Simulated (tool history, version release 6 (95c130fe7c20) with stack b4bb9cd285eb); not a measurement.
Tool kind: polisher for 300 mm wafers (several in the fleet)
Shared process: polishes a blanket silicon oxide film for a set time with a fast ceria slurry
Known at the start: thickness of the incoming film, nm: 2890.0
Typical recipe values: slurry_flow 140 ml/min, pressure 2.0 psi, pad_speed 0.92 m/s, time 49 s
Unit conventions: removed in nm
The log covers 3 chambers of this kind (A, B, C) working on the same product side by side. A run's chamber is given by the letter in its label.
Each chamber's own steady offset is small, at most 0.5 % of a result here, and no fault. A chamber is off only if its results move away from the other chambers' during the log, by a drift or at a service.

run   hour  slurry_flow  pressure  pad_speed  time  removed
 1B   14.1          140       2.0       0.92    49   454.97
 2C   25.8          140       2.0       0.92    49   453.71
 3A   38.5          140       2.0       0.92    49   453.87
      48.5  -- chamber C: worn pad replaced by a new one
 4B   52.3          140       2.0       0.92    49   450.35
 5C   65.8          140       2.0       0.92    49   456.35
      68.3  -- chamber B: worn pad replaced by a new one
 6A   72.1          140       2.0       0.92    49   452.43
 7C   80.5          140       2.0       0.92    49   453.98
 8B   90.8          140       2.0       0.92    49   444.68
 9A   97.6          140       2.0       0.92    49   454.72
10C  105.2          185       2.0       0.92    49   470.89
     112.5  -- chamber C: worn pad replaced by a new one
     113.8  -- chamber C: slurry nozzle cleaned
11A  117.2          185       2.0       0.92    49   474.58
12B  127.6          185       2.0       0.92    49   470.49
13B  136.1          115       2.0       0.72    49   336.15
     140.3  -- chamber B: worn pad replaced by a new one
14C  147.0          115       2.0       0.72    49   346.02
15A  155.8          115       2.0       0.72    49   338.58
     166.1  -- chamber C: head pressure recalibrated
     167.5  -- chamber C: worn pad replaced by a new one
16A  169.3          140       2.0       0.92    49   446.09
17B  177.3          140       2.0       0.92    49   451.39
18C  185.9          140       2.0       0.92    49   457.15
19B  196.1          140       2.0       0.92    49   441.50
20C  202.5          140       2.0       0.92    49   453.74
21A  209.8          140       2.0       0.92    49   441.66
     216.7  -- chamber B: worn pad replaced by a new one
22B  218.8          140       2.0       0.92    49   447.73
23C  230.1          140       2.0       0.92    49   447.55
24A  238.6          140       2.0       0.92    49   433.47
     238.9  -- chamber C: worn pad replaced by a new one
25B  251.3          140       2.0       0.92    49   451.77
26C  265.3          140       2.0       0.92    49   451.27
27A  278.0          140       2.0       0.92    49   424.51
28C  286.1          140       2.0       0.92    49   446.64
     290.0  -- chamber B: worn pad replaced by a new one
29A  299.3          140       2.0       0.92    49   416.10
30B  308.9          140       2.7       0.80    49   521.71
31B  316.4          140       2.7       0.80    49   522.42

Is one chamber off against the others, does the gauge drift, or is nothing wrong? If a chamber is off, say which, and what the likeliest cause is.

Chamber A drifts away from the others.
Cause: removal rate lost through wear of the pad, % = 9.31.
The log may not tell that from: slurry flow missing at the pad, %; head's pressure below its setpoint, %.

Here are 4 candidates for chamber A's next run, each the usual settings with a change, their results left as question marks. Which one brings its results back in line with what the others give on the usual settings?
To be in line, a result may differ from the other chambers' mean on the usual settings by at most: removed 13.00 nm
32A-1  326.6          140       2.0       0.94    50        ?
32A-2  326.6          140       2.0       0.92    45        ?
32A-3  326.6          140       2.0       0.88    49        ?
32A-4  326.6          140       2.2       0.92    49        ?

On the usual settings, the other chambers give on average: removed 451.69 nm
  run  removed
32A-1   432.12
32A-2   380.64
32A-3   396.46
32A-4   456.46
32A-4 puts the chamber back in line with the other chambers.
